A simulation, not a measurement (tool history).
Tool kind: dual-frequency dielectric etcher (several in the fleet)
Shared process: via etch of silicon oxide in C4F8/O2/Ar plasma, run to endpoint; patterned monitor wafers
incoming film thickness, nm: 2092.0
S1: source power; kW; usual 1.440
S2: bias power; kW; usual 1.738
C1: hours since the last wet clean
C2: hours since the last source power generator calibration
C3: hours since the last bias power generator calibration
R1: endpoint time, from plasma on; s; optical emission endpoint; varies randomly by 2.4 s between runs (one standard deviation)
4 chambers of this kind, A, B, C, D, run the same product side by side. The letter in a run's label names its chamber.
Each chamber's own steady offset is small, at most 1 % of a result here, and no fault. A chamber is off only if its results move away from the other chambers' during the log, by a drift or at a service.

run 1A hour=7.0 | S1=1.440 S2=1.738 | C1=535.8 C2=121.0 C3=881.7 | R1=489.82
run 2B hour=17.1 | S1=1.440 S2=1.738 | C1=260.3 C2=18.8 C3=2317.0 | R1=493.87
run 3C hour=25.0 | S1=1.440 S2=1.738 | C1=126.4 C2=2892.9 C3=2137.0 | R1=483.11
run 4D hour=33.3 | S1=1.440 S2=1.738 | C1=380.0 C2=1793.9 C3=620.4 | R1=490.11
run 5A hour=40.6 | S1=1.440 S2=1.738 | C1=569.4 C2=154.6 C3=915.3 | R1=493.96
run 6B hour=50.7 | S1=1.440 S2=1.738 | C1=293.9 C2=52.4 C3=2350.6 | R1=490.02
run 7D hour=62.5 | S1=1.440 S2=1.738 | C1=409.2 C2=1823.1 C3=649.6 | R1=488.53
-- hour=67.2 chamber A: wet clean of the chamber
run 8C hour=69.6 | S1=1.440 S2=1.738 | C1=171.0 C2=2937.5 C3=2181.6 | R1=485.01
run 9D hour=75.4 | S1=1.440 S2=1.738 | C1=422.1 C2=1836.0 C3=662.5 | R1=491.92
-- hour=76.9 chamber B: bias power generator calibrated
run 10B hour=87.9 | S1=1.730 S2=1.738 | C1=331.1 C2=89.6 C3=11.1 | R1=455.31
run 11A hour=97.5 | S1=1.730 S2=1.738 | C1=30.3 C2=211.5 C3=972.2 | R1=455.73
run 12C hour=108.2 | S1=1.730 S2=1.738 | C1=209.6 C2=2976.1 C3=2220.2 | R1=454.82
run 13B hour=120.1 | S1=1.730 S2=1.738 | C1=363.3 C2=121.8 C3=43.3 | R1=455.04
run 14D hour=127.8 | S1=1.440 S2=1.738 | C1=474.5 C2=1888.4 C3=714.9 | R1=491.66
run 15C hour=140.0 | S1=1.440 S2=1.738 | C1=241.4 C2=3007.9 C3=2252.0 | R1=496.58
run 16A hour=147.9 | S1=1.180 S2=2.108 | C1=80.7 C2=261.9 C3=1022.6 | R1=504.53
run 17D hour=160.8 | S1=1.180 S2=2.108 | C1=507.5 C2=1921.4 C3=747.9 | R1=499.28
run 18B hour=168.0 | S1=1.180 S2=2.108 | C1=411.2 C2=169.7 C3=91.2 | R1=502.63
run 19C hour=177.6 | S1=1.180 S2=2.108 | C1=279.0 C2=3045.5 C3=2289.6 | R1=509.98
-- hour=181.6 chamber B: wet clean of the chamber
run 20A hour=188.3 | S1=1.440 S2=1.738 | C1=121.1 C2=302.3 C3=1063.0 | R1=491.51
run 21D hour=197.3 | S1=1.440 S2=1.738 | C1=544.0 C2=1957.9 C3=784.4 | R1=484.50
-- hour=201.2 chamber D: wet clean of the chamber
run 22B hour=206.7 | S1=1.440 S2=1.738 | C1=25.2 C2=208.4 C3=129.9 | R1=491.71
run 23C hour=216.6 | S1=1.440 S2=1.738 | C1=318.0 C2=3084.5 C3=2328.6 | R1=499.66
run 24A hour=226.1 | S1=1.440 S2=1.738 | C1=158.9 C2=340.1 C3=1100.8 | R1=492.84
run 25A hour=238.5 | S1=1.090 S2=2.073 | C1=171.3 C2=352.5 C3=1113.2 | R1=519.62
run 26C hour=245.4 | S1=1.090 S2=2.073 | C1=346.8 C2=3113.3 C3=2357.4 | R1=537.26
run 27B hour=251.2 | S1=1.090 S2=2.073 | C1=69.7 C2=252.9 C3=174.4 | R1=524.30
run 28D hour=260.2 | S1=1.090 S2=2.073 | C1=59.0 C2=2020.8 C3=847.3 | R1=519.27
run 29C hour=269.2 | S1=1.440 S2=1.738 | C1=370.6 C2=3137.1 C3=2381.2 | R1=503.96
run 30B hour=277.2 | S1=1.440 S2=1.738 | C1=95.7 C2=278.9 C3=200.4 | R1=491.99
run 31A hour=284.6 | S1=1.440 S2=1.738 | C1=217.4 C2=398.6 C3=1159.3 | R1=492.68
run 32D hour=293.5 | S1=1.440 S2=1.738 | C1=92.3 C2=2054.1 C3=880.6 | R1=489.45
run 33D hour=302.5 | S1=1.440 S2=1.738 | C1=101.3 C2=2063.1 C3=889.6 | R1=490.32
run 34C hour=308.6 | S1=1.440 S2=1.738 | C1=410.0 C2=3176.5 C3=2420.6 | R1=506.61
run 35A hour=319.0 | S1=1.440 S2=1.738 | C1=251.8 C2=433.0 C3=1193.7 | R1=496.57
run 36B hour=326.8 | S1=1.440 S2=1.738 | C1=145.3 C2=328.5 C3=250.0 | R1=493.63
run 37B hour=336.4 | S1=1.440 S2=1.738 | C1=154.9 C2=338.1 C3=259.6 | R1=493.81

Predict what each chamber gives when all 4 of them run the settings below next.
run 38A hour=345.6 | S1=1.440 S2=1.738 | R1=?
run 38B hour=345.6 | S1=1.440 S2=1.738 | R1=?
run 38C hour=345.6 | S1=1.440 S2=1.738 | R1=?
run 38D hour=345.6 | S1=1.440 S2=1.738 | R1=?

run=38A R1=490.44
run=38B R1=489.64
run=38C R1=510.98
run=38D R1=493.26
